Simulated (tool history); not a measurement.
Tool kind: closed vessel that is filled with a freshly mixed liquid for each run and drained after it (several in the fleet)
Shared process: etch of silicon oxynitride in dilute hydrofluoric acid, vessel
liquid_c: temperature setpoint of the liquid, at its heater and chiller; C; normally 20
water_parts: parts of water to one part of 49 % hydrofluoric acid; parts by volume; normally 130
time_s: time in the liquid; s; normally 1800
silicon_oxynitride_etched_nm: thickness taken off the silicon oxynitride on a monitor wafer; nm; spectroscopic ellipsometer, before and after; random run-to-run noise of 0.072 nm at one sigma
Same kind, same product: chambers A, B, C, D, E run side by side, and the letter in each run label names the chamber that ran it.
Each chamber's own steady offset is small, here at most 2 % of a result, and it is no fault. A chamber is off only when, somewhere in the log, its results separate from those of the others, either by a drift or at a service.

run,hour,liquid_c,water_parts,time_s,"read-back film thickness of the silicon oxynitride reference wafer, read on the same gauge (nm)",silicon_oxynitride_etched_nm
1A,4.8,20,130,1800,29.973,16.076
# hour 5.8: chamber C: hydrofluoric acid flow meter replaced
2B,8.8,20,130,1800,29.974,15.923
3D,14.9,20,130,1800,30.032,16.063
4C,22.3,20,130,1800,30.006,16.074
5E,30.1,20,130,1800,29.978,16.275
6B,37,20,130,1800,29.993,15.81
7A,42.9,20,130,1800,30.009,16.152
8D,47.5,20,130,1800,30.019,16.191
9C,51.9,20,130,1800,30.059,15.961
10E,56.3,20,130,1800,29.985,16.171
11E,60.8,20,130,1800,30,16.316
12C,68.8,20,130,1800,30.007,16.046
# hour 72: chamber D: thermometer replaced
13D,73.3,20,110,1370,29.986,14.685
14B,77.8,20,110,1370,29.985,14.57
15A,85.7,20,110,1370,30.007,14.688
16E,89.8,20,110,1370,30.003,14.944
17B,97.3,20,110,1370,29.961,14.506
18C,105.4,20,130,1800,29.998,15.973
19A,110.5,17.5,130,1335,29.984,10.563
20D,118.3,17.5,130,1335,29.999,10.576
21D,123.8,17.5,130,1335,29.978,10.554
22B,129.4,17.5,130,1335,29.983,10.518
23C,133.9,17.5,130,1335,30.021,10.549
24A,137.5,18.5,130,1800,30.031,15.005
25E,143.9,18.5,130,1800,29.987,15.537
26B,151.2,18.5,130,1800,29.967,14.812
27D,159.1,18.5,130,1800,30.033,14.896
28E,164,18.5,130,1800,30,15.784
29A,172,23,130,2810,29.979,29.107
30C,178.6,23,130,2810,30.021,28.686
31D,182.7,23,130,2810,29.967,29.107

Decide between three cases: one chamber stands off from its peers, the gauge reading all wafers drifts, or nothing is wrong past each chamber's small offset. Where a chamber is off, say which and what most likely put it there.

Chamber E drifts away from the others.
Cause: hydrofluoric acid flow above the setpoint (%) = 5.59.
From this log alone, it may not be told apart from: liquid hotter than its thermometer reads (K).

Chamber E could run next with any of the 4 candidate recipes listed below; each alters the usual settings, and their results appear as question marks. Which one brings its results back in line with what the other chambers deliver on the usual settings?
Maximum distance from the other chambers' mean on the usual settings for a result to count as in line: silicon_oxynitride_etched_nm 0.25 nm
32E-1,188.6,20,130,1680,,?
32E-2,188.6,20,130,1765,,?
32E-3,188.6,20,130,1835,,?
32E-4,188.6,20,130,1920,,?

The other chambers' mean on the usual settings: silicon_oxynitride_etched_nm 16.037 nm
run,silicon_oxynitride_etched_nm
32E-1,16.046
32E-2,16.858
32E-3,17.527
32E-4,18.339
32E-1 brings the chamber back in line.
